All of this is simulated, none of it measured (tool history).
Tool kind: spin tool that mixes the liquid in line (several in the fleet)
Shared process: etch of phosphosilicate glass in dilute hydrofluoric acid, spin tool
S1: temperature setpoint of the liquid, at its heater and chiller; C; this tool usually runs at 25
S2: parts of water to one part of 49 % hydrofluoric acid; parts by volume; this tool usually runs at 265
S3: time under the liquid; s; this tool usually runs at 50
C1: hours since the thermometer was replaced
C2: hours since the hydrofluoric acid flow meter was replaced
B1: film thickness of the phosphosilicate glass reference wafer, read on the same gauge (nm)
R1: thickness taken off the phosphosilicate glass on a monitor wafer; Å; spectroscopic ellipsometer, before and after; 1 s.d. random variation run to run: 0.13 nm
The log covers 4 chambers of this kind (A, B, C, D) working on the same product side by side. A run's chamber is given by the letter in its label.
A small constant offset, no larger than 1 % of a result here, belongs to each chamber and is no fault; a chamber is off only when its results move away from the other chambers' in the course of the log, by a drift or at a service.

run	hour	S1	S2	S3	C1	C2	B1	R1
1A	3.6	25	265	50	1016.9	1224.4	49.994	254.91
2D	5.5	25	265	50	1047.0	1313.7	50.015	257.20
3C	9.3	25	265	50	543.9	296.2	50.021	257.65
4B	12.5	25	265	50	464.3	1995.5	50.001	257.34
5D	14.8	25	265	50	1056.3	1323.0	50.010	257.95
6C	17.6	25	265	50	552.2	304.5	50.000	258.37
7A	21.2	25	265	50	1034.5	1242.0	50.043	258.12
8B	23.2	25	265	50	475.0	2006.2	50.002	258.44
9B	27.0	25	265	50	478.8	2010.0	50.009	258.51
10A	29.2	25	265	50	1042.5	1250.0	50.051	258.20
11C	33.3	25	265	50	567.9	320.2	49.989	257.30
12D	36.6	25	265	50	1078.1	1344.8	49.939	254.80
13C	39.2	25	265	50	573.8	326.1	49.997	257.16
14D	41.5	25	265	50	1083.0	1349.7	50.013	254.15
15B	45.1	25	265	50	496.9	2028.1	49.977	257.33
16A	47.8	25	265	50	1061.1	1268.6	49.999	262.15
17C	50.5	25	265	50	585.1	337.4	49.971	258.42
18B	54.7	25	265	50	506.5	2037.7	49.952	258.66
19A	57.1	25	265	70	1070.4	1277.9	50.017	369.09
20D	61.2	25	265	70	1102.7	1369.4	49.972	363.95
21C	65.3	25	265	70	599.9	352.2	49.980	362.75
22B	67.8	25	265	70	519.6	2050.8	50.033	358.67
23A	70.2	25	265	50	1083.5	1291.0	50.055	268.25
24D	72.5	25	265	50	1114.0	1380.7	50.009	257.12
25D	75.9	25	140	50	1117.4	1384.1	49.967	566.32
26A	78.9	25	140	50	1092.2	1299.7	49.964	596.53
27C	82.8	25	140	50	617.4	369.7	49.993	570.01
28B	84.7	25	140	50	536.5	2067.7	50.011	566.79

Each of the 4 chambers runs these same settings next. Fill in every chamber's results:
29A	87.8	25	265	50				?
29B	87.8	25	265	50				?
29C	87.8	25	265	50				?
29D	87.8	25	265	50				?

run	R1
29A	270.62
29B	256.71
29C	260.79
29D	257.39
